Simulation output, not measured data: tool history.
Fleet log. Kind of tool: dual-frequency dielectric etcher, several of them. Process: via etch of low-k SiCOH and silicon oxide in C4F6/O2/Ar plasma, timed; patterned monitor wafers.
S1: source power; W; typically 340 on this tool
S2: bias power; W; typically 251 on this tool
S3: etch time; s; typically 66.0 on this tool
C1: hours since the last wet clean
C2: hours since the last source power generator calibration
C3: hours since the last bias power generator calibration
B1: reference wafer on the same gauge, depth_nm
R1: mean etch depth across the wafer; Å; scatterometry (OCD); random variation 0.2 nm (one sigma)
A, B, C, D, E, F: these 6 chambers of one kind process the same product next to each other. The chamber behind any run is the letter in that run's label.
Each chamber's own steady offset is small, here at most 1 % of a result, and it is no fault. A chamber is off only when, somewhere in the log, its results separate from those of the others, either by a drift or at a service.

| run | hour | S1 | S2 | S3 | C1 | C2 | C3 | B1 | R1 |
|---|---|---|---|---|---|---|---|---|---|
| 1B | 3.6 | 340 | 251 | 66.0 | 51.1 | 566.0 | 807.7 | 168.00 | 1810.5 |
| 2A | 8.8 | 340 | 251 | 66.0 | 489.4 | 732.9 | 299.1 | 167.95 | 1797.8 |
| 3C | 12.3 | 340 | 251 | 66.0 | 255.8 | 2087.3 | 744.1 | 167.97 | 1817.9 |
| 4F | 17.1 | 340 | 251 | 66.0 | 505.9 | 2629.0 | 2918.6 | 167.93 | 1802.0 |
| 5E | 22.4 | 340 | 251 | 66.0 | 334.0 | 92.5 | 588.8 | 167.89 | 1803.4 |
| 6D | 26.1 | 340 | 251 | 66.0 | 276.2 | 1622.9 | 654.4 | 167.90 | 1799.8 |
|  | 26.7 | chamber F: wet clean of the chamber |
| 7B | 29.3 | 340 | 222 | 66.0 | 76.8 | 591.7 | 833.4 | 167.83 | 1735.8 |
| 8D | 33.2 | 340 | 222 | 66.0 | 283.3 | 1630.0 | 661.5 | 167.84 | 1722.3 |
| 9C | 36.3 | 340 | 222 | 66.0 | 279.8 | 2111.3 | 768.1 | 167.80 | 1744.4 |
| 10F | 40.7 | 340 | 222 | 66.0 | 14.0 | 2652.6 | 2942.2 | 167.82 | 1723.4 |
| 11E | 44.6 | 340 | 222 | 66.0 | 356.2 | 114.7 | 611.0 | 167.81 | 1729.3 |
| 12A | 49.1 | 340 | 222 | 66.0 | 529.7 | 773.2 | 339.4 | 167.82 | 1721.1 |
| 13F | 54.0 | 340 | 251 | 66.0 | 27.3 | 2665.9 | 2955.5 | 167.77 | 1799.9 |
|  | 56.0 | chamber E: wet clean of the chamber |
| 14D | 57.8 | 340 | 251 | 66.0 | 307.9 | 1654.6 | 686.1 | 167.77 | 1796.6 |
|  | 61.8 | chamber A: wet clean of the chamber |
| 15C | 62.7 | 340 | 251 | 66.0 | 306.2 | 2137.7 | 794.5 | 167.71 | 1813.4 |
| 16A | 66.5 | 340 | 251 | 66.0 | 4.7 | 790.6 | 356.8 | 167.70 | 1790.1 |
| 17E | 71.4 | 340 | 251 | 66.0 | 15.4 | 141.5 | 637.8 | 167.69 | 1798.4 |
| 18B | 74.7 | 340 | 251 | 66.0 | 122.2 | 637.1 | 878.8 | 167.74 | 1809.5 |
| 19F | 79.1 | 340 | 251 | 66.0 | 52.4 | 2691.0 | 2980.6 | 167.64 | 1798.2 |
| 20D | 82.0 | 340 | 251 | 66.0 | 332.1 | 1678.8 | 710.3 | 167.66 | 1796.6 |
| 21B | 85.3 | 340 | 251 | 47.5 | 132.8 | 647.7 | 889.4 | 167.59 | 1300.7 |
| 22E | 88.2 | 340 | 251 | 47.5 | 32.2 | 158.3 | 654.6 | 167.62 | 1298.3 |
| 23C | 93.1 | 340 | 251 | 47.5 | 336.6 | 2168.1 | 824.9 | 167.65 | 1306.1 |
| 24A | 98.6 | 340 | 251 | 47.5 | 36.8 | 822.7 | 388.9 | 167.58 | 1288.3 |
| 25F | 102.6 | 340 | 251 | 47.5 | 75.9 | 2714.5 | 3004.1 | 167.56 | 1293.2 |
| 26B | 106.2 | 340 | 251 | 47.5 | 153.7 | 668.6 | 910.3 | 167.50 | 1299.6 |
| 27D | 111.5 | 340 | 251 | 66.0 | 361.6 | 1708.3 | 739.8 | 167.53 | 1794.6 |
| 28E | 115.7 | 340 | 196 | 66.0 | 59.7 | 185.8 | 682.1 | 167.49 | 1656.6 |
| 29C | 120.6 | 340 | 196 | 66.0 | 364.1 | 2195.6 | 852.4 | 167.41 | 1671.8 |
| 30A | 123.9 | 340 | 196 | 66.0 | 62.1 | 848.0 | 414.2 | 167.48 | 1649.7 |
| 31D | 128.0 | 340 | 196 | 66.0 | 378.1 | 1724.8 | 756.3 | 167.43 | 1650.1 |
| 32C | 132.3 | 340 | 196 | 66.0 | 375.8 | 2207.3 | 864.1 | 167.40 | 1672.0 |
| 33B | 136.8 | 340 | 196 | 66.0 | 184.3 | 699.2 | 940.9 | 167.37 | 1659.0 |
| 34E | 140.3 | 340 | 251 | 66.0 | 84.3 | 210.4 | 706.7 | 167.40 | 1797.1 |
| 35F | 143.5 | 340 | 251 | 66.0 | 116.8 | 2755.4 | 3045.0 | 167.34 | 1795.6 |
| 36A | 146.3 | 340 | 251 | 66.0 | 84.5 | 870.4 | 436.6 | 167.34 | 1783.9 |
| 37B | 151.7 | 340 | 251 | 66.0 | 199.2 | 714.1 | 955.8 | 167.40 | 1805.3 |
| 38D | 155.1 | 340 | 251 | 66.0 | 405.2 | 1751.9 | 783.4 | 167.32 | 1791.9 |
| 39A | 159.3 | 340 | 251 | 66.0 | 97.5 | 883.4 | 449.6 | 167.35 | 1785.8 |
| 40E | 162.6 | 340 | 251 | 66.0 | 106.6 | 232.7 | 729.0 | 167.27 | 1796.6 |
| 41F | 166.1 | 340 | 251 | 66.0 | 139.4 | 2778.0 | 3067.6 | 167.32 | 1797.3 |
| 42C | 171.2 | 340 | 251 | 66.0 | 414.7 | 2246.2 | 903.0 | 167.26 | 1812.1 |

Read the log: is a single chamber off, either drifting away or since a service, is the gauge that measures every chamber drifting, or is nothing wrong beyond small per-chamber offsets? Name any odd chamber and what most likely caused it.

Gauge drift. The chambers move together only on paper, and none stands off.
Likeliest cause: gauge reads low (%) = 0.446.

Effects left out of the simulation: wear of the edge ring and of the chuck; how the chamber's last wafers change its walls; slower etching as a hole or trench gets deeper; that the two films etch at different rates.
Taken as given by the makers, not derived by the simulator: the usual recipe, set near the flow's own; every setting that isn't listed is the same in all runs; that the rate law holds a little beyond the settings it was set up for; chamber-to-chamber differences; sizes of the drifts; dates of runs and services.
